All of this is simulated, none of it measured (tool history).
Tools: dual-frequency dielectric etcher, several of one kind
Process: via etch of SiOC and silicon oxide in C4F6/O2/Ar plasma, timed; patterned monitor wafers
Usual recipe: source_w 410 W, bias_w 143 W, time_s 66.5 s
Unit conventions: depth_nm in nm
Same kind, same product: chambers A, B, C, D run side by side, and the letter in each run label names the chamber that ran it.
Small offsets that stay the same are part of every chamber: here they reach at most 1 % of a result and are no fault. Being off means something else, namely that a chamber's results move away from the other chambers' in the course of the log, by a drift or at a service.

run,hour,source_w,bias_w,time_s,"read-back reference wafer on the same gauge, depth_nm",depth_nm
1C,11.0,410,143,66.5,66.408,69.989
2D,16.7,410,143,66.5,66.423,70.433
3A,23.3,410,143,66.5,66.372,71.241
4B,33.8,410,143,66.5,66.422,70.482
5D,40.5,410,143,66.5,66.429,70.185
6B,49.4,410,143,66.5,66.378,70.617
7A,56.9,410,143,66.5,66.420,70.788
8C,64.9,410,143,66.5,66.398,69.710
9D,76.5,410,143,66.5,66.422,70.175
10C,87.3,410,143,66.5,66.410,69.763
11A,97.7,410,143,66.5,66.367,71.209
12B,109.5,410,143,66.5,66.439,70.592
# hour 112.6: chamber C: wet clean of the chamber
13A,117.0,410,143,66.5,66.453,70.851
14C,128.6,410,143,66.5,66.387,70.164
15B,139.0,450,143,66.5,66.379,72.982
16D,146.9,450,143,66.5,66.419,73.034
17D,159.0,450,143,66.5,66.349,73.224
# hour 162.6: chamber A: bias power generator calibrated
18B,169.4,450,143,66.5,66.390,72.942
19C,180.5,410,143,66.5,66.415,70.044
20A,192.7,410,118,66.5,66.423,66.881
# hour 197.2: chamber A: wet clean of the chamber
21A,200.3,410,118,66.5,66.384,69.293
22B,207.5,410,118,66.5,66.403,66.464
23D,219.7,410,118,66.5,66.410,66.223
24C,229.9,410,143,66.5,66.409,69.751
25B,238.9,410,143,66.5,66.384,70.804
26D,248.3,410,143,66.5,66.423,70.165
27C,258.6,410,143,66.5,66.396,70.018
28A,265.8,410,143,66.5,66.383,73.256
29D,276.6,410,143,66.5,66.373,70.235
# hour 279.1: chamber D: wet clean of the chamber
30B,287.7,410,143,66.5,66.364,70.714
31C,293.1,410,143,66.5,66.404,70.151
32A,303.2,410,143,66.5,66.452,73.234
33B,310.7,410,143,66.5,66.406,70.391
34D,319.7,410,143,66.5,66.367,70.405
35C,325.6,410,143,66.5,66.394,69.953
36A,331.6,410,143,66.5,66.387,73.552

For the next run the whole fleet of 4 chambers uses the same settings. Give each chamber's results:
37A,340.5,410,143,66.5,,?
37B,340.5,410,143,66.5,,?
37C,340.5,410,143,66.5,,?
37D,340.5,410,143,66.5,,?

run,depth_nm
37A,73.345
37B,70.555
37C,70.080
37D,70.206
